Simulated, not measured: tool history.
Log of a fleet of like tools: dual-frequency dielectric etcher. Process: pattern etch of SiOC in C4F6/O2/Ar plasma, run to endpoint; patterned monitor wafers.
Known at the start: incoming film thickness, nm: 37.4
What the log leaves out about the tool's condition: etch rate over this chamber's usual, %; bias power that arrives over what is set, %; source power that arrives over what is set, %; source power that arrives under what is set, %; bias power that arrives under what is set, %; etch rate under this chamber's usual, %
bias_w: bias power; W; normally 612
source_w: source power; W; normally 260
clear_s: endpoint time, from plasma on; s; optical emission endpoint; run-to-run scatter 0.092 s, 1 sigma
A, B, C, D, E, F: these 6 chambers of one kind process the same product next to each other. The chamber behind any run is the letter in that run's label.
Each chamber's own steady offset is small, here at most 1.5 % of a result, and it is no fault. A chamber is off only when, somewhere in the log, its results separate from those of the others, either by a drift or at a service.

| run | day | bias_w | source_w | hours since the last wet clean | hours since the last bias power generator calibration | hours since the last source power generator calibration | clear_s |
|---|---|---|---|---|---|---|---|
| 1F | 0.358 | 612 | 260 | 630.2 | 1262.7 | 958.7 | 13.570 |
| 2B | 0.567 | 612 | 260 | 234.4 | 1156.2 | 2027.9 | 13.610 |
| 3E | 0.800 | 612 | 260 | 68.7 | 975.5 | 282.0 | 13.856 |
| 4C | 0.988 | 612 | 260 | 74.5 | 504.3 | 1245.1 | 13.646 |
| 5A | 1.271 | 612 | 260 | 376.6 | 1758.4 | 3001.0 | 13.851 |
| 6D | 1.542 | 612 | 260 | 286.7 | 990.1 | 2458.4 | 13.726 |
| 7F | 1.762 | 612 | 260 | 663.9 | 1296.4 | 992.4 | 13.587 |
|  | 1.796 | chamber F: wet clean of the chamber |
| 8A | 2.129 | 612 | 260 | 397.2 | 1779.0 | 3021.6 | 13.739 |
| 9C | 2.362 | 612 | 260 | 107.5 | 537.3 | 1278.1 | 13.490 |
| 10B | 2.721 | 612 | 260 | 286.1 | 1207.9 | 2079.6 | 13.675 |
| 11E | 2.929 | 612 | 260 | 119.8 | 1026.6 | 333.1 | 13.921 |
| 12D | 3.275 | 612 | 260 | 328.3 | 1031.7 | 2500.0 | 13.509 |
| 13A | 3.458 | 612 | 260 | 429.1 | 1810.9 | 3053.5 | 13.763 |
| 14D | 3.671 | 548 | 320 | 337.8 | 1041.2 | 2509.5 | 13.240 |
| 15F | 4.029 | 548 | 320 | 53.6 | 1350.8 | 1046.8 | 13.129 |
| 16B | 4.362 | 548 | 320 | 325.5 | 1247.3 | 2119.0 | 13.297 |
| 17C | 4.621 | 548 | 320 | 161.7 | 591.5 | 1332.3 | 13.220 |
| 18E | 4.912 | 548 | 320 | 167.4 | 1074.2 | 380.7 | 13.444 |
| 19B | 5.254 | 548 | 320 | 346.9 | 1268.7 | 2140.4 | 13.354 |
| 20D | 5.517 | 612 | 260 | 382.1 | 1085.5 | 2553.8 | 13.613 |
| 21F | 5.854 | 612 | 310 | 97.4 | 1394.6 | 1090.6 | 12.903 |
| 22E | 6.067 | 612 | 310 | 195.1 | 1101.9 | 408.4 | 12.980 |
| 23A | 6.354 | 612 | 310 | 498.6 | 1880.4 | 3123.0 | 12.904 |
| 24C | 6.608 | 612 | 310 | 209.4 | 639.2 | 1380.0 | 12.779 |
| 25C | 6.971 | 612 | 310 | 218.1 | 647.9 | 1388.7 | 12.702 |
| 26E | 7.329 | 612 | 310 | 225.4 | 1132.2 | 438.7 | 12.880 |
| 27A | 7.588 | 612 | 260 | 528.2 | 1910.0 | 3152.6 | 13.791 |
| 28F | 7.900 | 612 | 260 | 146.5 | 1443.7 | 1139.7 | 13.662 |
| 29B | 8.208 | 612 | 260 | 417.8 | 1339.6 | 2211.3 | 13.685 |
| 30D | 8.425 | 612 | 260 | 451.9 | 1155.3 | 2623.6 | 13.697 |
|  | 8.738 | chamber B: bias power generator calibrated |
| 31C | 8.750 | 612 | 260 | 260.8 | 690.6 | 1431.4 | 13.736 |
| 32B | 8.954 | 612 | 260 | 435.7 | 5.2 | 2229.2 | 13.847 |
| 33A | 9.154 | 612 | 260 | 565.8 | 1947.6 | 3190.2 | 13.647 |
| 34F | 9.354 | 612 | 260 | 181.4 | 1478.6 | 1174.6 | 13.717 |
| 35D | 9.525 | 612 | 260 | 478.3 | 1181.7 | 2650.0 | 13.548 |
| 36E | 9.817 | 612 | 260 | 285.1 | 1191.9 | 498.4 | 13.741 |

What goes on in this fleet: one chamber off, a drifting gauge, or nothing beyond the chambers' own small offsets? Name the chamber and the cause, if any.

No chamber is off and the gauge is stable; the differences are just each chamber's small, constant offset.

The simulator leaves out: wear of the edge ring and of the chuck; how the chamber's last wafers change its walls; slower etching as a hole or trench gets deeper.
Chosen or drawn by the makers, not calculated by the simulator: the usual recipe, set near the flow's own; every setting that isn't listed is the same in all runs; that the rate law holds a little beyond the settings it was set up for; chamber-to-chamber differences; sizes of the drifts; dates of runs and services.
